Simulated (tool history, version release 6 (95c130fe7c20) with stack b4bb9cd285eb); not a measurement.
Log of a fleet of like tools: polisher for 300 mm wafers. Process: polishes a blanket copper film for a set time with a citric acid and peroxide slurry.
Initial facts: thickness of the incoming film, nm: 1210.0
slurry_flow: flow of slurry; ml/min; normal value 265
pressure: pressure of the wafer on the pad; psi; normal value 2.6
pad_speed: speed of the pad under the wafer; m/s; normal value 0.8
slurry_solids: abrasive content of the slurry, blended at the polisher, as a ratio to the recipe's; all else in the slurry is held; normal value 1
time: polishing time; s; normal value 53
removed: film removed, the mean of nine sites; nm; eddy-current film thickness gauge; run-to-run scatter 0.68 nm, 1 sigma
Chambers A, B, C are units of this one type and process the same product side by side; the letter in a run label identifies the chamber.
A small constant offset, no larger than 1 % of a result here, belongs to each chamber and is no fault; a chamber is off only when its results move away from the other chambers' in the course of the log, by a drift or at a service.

run	hour	slurry_flow	pressure	pad_speed	slurry_solids	time	removed
# hour 2.1: chamber C: worn pad replaced by a new one
1B	9.4	265	2.6	0.8	1	53	98.858
2A	18.3	265	2.6	0.8	1	53	98.261
# hour 20.2: chamber C: slurry nozzle cleaned
3C	25.7	265	2.6	0.8	1	53	98.356
# hour 37.6: chamber A: slurry blender recalibrated
4C	38	265	2.6	0.8	1	53	98.724
5A	45.7	265	2.6	0.8	1	53	97.749
6B	60.4	265	2.6	0.8	1	53	98.633
# hour 66.1: chamber A: worn pad replaced by a new one
7C	68.2	265	2.6	0.8	1	53	99.348
8A	75.9	265	2.6	0.8	1	53	98.556
# hour 80: chamber A: slurry nozzle cleaned
# hour 81.7: chamber B: slurry blender recalibrated
# hour 84.9: chamber C: slurry blender recalibrated
9B	86.7	265	2.6	0.8	1	53	99.723
# hour 88.9: chamber C: worn pad replaced by a new one
10B	96.8	265	2.6	0.8	1	53	98.388
# hour 99.7: chamber B: worn pad replaced by a new one
11A	110	265	2.6	0.8	1	53	98.19
# hour 117.8: chamber B: head pressure recalibrated
12C	124.7	265	2.6	0.8	1	53	97.886
13B	133.8	265	2.6	0.8	1	53	98.892
14A	149.3	265	2.6	0.8	1	53	97.823
15C	157.6	265	2.6	0.8	1	53	97.917
16B	170.3	265	2.6	0.9	1	53	109.37
17A	179	265	2.6	0.9	1	53	109.58
# hour 181.4: chamber A: worn pad replaced by a new one
# hour 187: chamber B: slurry blender recalibrated
18C	190.4	265	2.6	0.9	1	53	110.43
# hour 193.5: chamber C: worn pad replaced by a new one
# hour 198.8: chamber B: worn pad replaced by a new one
19B	201.4	265	2.6	0.8	1	53	99.191
20A	211.9	265	2.6	0.8	1	53	97.776
21C	219.8	265	2.6	0.8	1	53	98.559
22A	234.4	265	2.6	0.8	1	53	97.293
23B	249.7	265	2.6	0.8	1	53	98.461
24C	264.2	265	2.9	0.8	1	60	124.44
25B	278.8	265	2.9	0.8	1	60	125.28
# hour 287.7: chamber B: worn pad replaced by a new one
# hour 288.9: chamber C: worn pad replaced by a new one
26C	290	265	2.9	0.8	1	60	124.64
# hour 300.6: chamber B: slurry blender recalibrated
# hour 303.2: chamber A: worn pad replaced by a new one
27A	303.6	265	2.6	0.8	1	53	98.424
28B	311	265	2.6	0.8	1	53	98.182
# hour 316.5: chamber A: slurry blender recalibrated
29C	321.7	295	1.9	0.8	1	53	74.297
30A	330.2	295	1.9	0.8	1	53	74.375
# hour 343.9: chamber C: slurry blender recalibrated
31C	346.2	295	1.9	0.8	1	53	73.492
32A	362.6	265	2.6	0.8	1	53	97.816
33B	379	265	2.6	0.8	1	53	99.167
34A	390.5	265	2.6	0.8	1.25	59	114.28

Next, all 3 chambers run the settings below, one line each with question marks for the results. What does each chamber give?
35A	402.5	265	2.6	0.58	1	53	?
35B	402.5	265	2.6	0.58	1	53	?
35C	402.5	265	2.6	0.58	1	53	?

run	removed
35A	72.022
35B	72.942
35C	72.934
